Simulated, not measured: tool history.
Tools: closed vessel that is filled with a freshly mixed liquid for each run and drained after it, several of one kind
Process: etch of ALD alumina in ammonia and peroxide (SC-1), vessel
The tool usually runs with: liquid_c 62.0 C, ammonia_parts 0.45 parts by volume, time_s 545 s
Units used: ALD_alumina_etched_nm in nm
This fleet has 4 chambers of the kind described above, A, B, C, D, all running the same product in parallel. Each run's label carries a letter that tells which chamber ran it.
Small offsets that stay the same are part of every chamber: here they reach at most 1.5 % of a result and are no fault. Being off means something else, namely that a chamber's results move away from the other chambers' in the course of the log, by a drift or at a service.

run	day	liquid_c	ammonia_parts	time_s	read-back film thickness of the ALD alumina reference wafer, read on the same gauge (nm)	ALD_alumina_etched_nm
1C	0.258	62.0	0.45	545	89.992	41.948
2A	0.383	62.0	0.45	545	90.011	42.237
3B	0.608	62.0	0.45	545	89.961	43.495
4D	0.771	62.0	0.45	545	89.996	43.173
5A	0.975	62.0	0.45	545	89.986	41.921
6B	1.162	62.0	0.45	545	89.987	43.303
7D	1.438	62.0	0.60	375	89.992	31.032
8C	1.604	62.0	0.60	375	89.999	29.565
9D	1.838	62.0	0.60	375	89.999	30.362
# day 2.050: chamber D: new drum of ammonia solution connected
10B	2.117	62.0	0.60	375	90.021	30.809
11C	2.292	62.0	0.45	545	90.044	42.490
12A	2.542	62.0	0.45	545	90.002	42.838
13A	2.796	62.0	0.45	545	90.007	43.197
14B	3.050	54.5	0.45	545	90.005	29.247
15D	3.258	54.5	0.45	545	89.979	29.458
16C	3.438	54.5	0.45	545	90.002	28.618
17D	3.683	54.5	0.45	545	90.010	28.944
18A	3.954	62.0	0.45	545	90.029	41.969
19B	4.142	62.0	0.45	545	90.015	44.226
20C	4.371	69.5	0.35	545	90.029	58.808
21B	4.646	69.5	0.35	545	89.986	64.022
22C	4.842	69.5	0.35	545	89.982	60.453
23D	4.988	69.5	0.35	545	90.018	61.094
24A	5.154	62.0	0.45	545	89.999	42.779
25B	5.283	62.0	0.45	545	89.967	45.557
# day 5.533: chamber C: new drum of ammonia solution connected
26A	5.542	62.0	0.60	665	89.978	53.977
27C	5.825	62.0	0.60	665	90.012	53.062
28D	6.050	62.0	0.60	665	89.993	53.583
29C	6.288	62.0	0.60	665	89.980	52.808
30D	6.492	62.0	0.60	545	89.974	44.400
31A	6.762	62.0	0.60	545	90.019	43.253
32B	6.967	62.0	0.60	545	90.020	48.253
33C	7.196	62.0	0.60	545	89.990	43.860
34D	7.429	62.0	0.45	545	89.977	43.023
35B	7.633	62.0	0.45	545	89.973	48.157
36A	7.854	62.0	0.45	545	90.020	42.461

Does one chamber stand apart from the rest, does the shared gauge drift, or is all well apart from small per-chamber offsets? Give the chamber and the most likely cause, where there is one.

Chamber B drifts away from the others.
Likeliest cause: liquid hotter than its thermometer reads (K) = 2.21.

Chamber B could run next with any of the 4 candidate recipes listed below; each alters the usual settings, and their results appear as question marks. Which one brings its results back in line with what the other chambers deliver on the usual settings?
Allowed miss from the other chambers' usual-settings mean, per result, to count as in line: ALD_alumina_etched_nm 1.500 nm
37B-1	8.058	62.0	0.45	615		?
37B-2	8.058	60.0	0.45	475		?
37B-3	8.058	64.0	0.45	620		?
37B-4	8.058	59.5	0.45	545		?

Average result of the remaining chambers running the usual settings: ALD_alumina_etched_nm 42.633 nm
run	ALD_alumina_etched_nm
37B-1	54.206
37B-2	37.827
37B-3	60.399
37B-4	42.316
Change 37B-4 lands the chamber within the allowed miss of the other chambers.
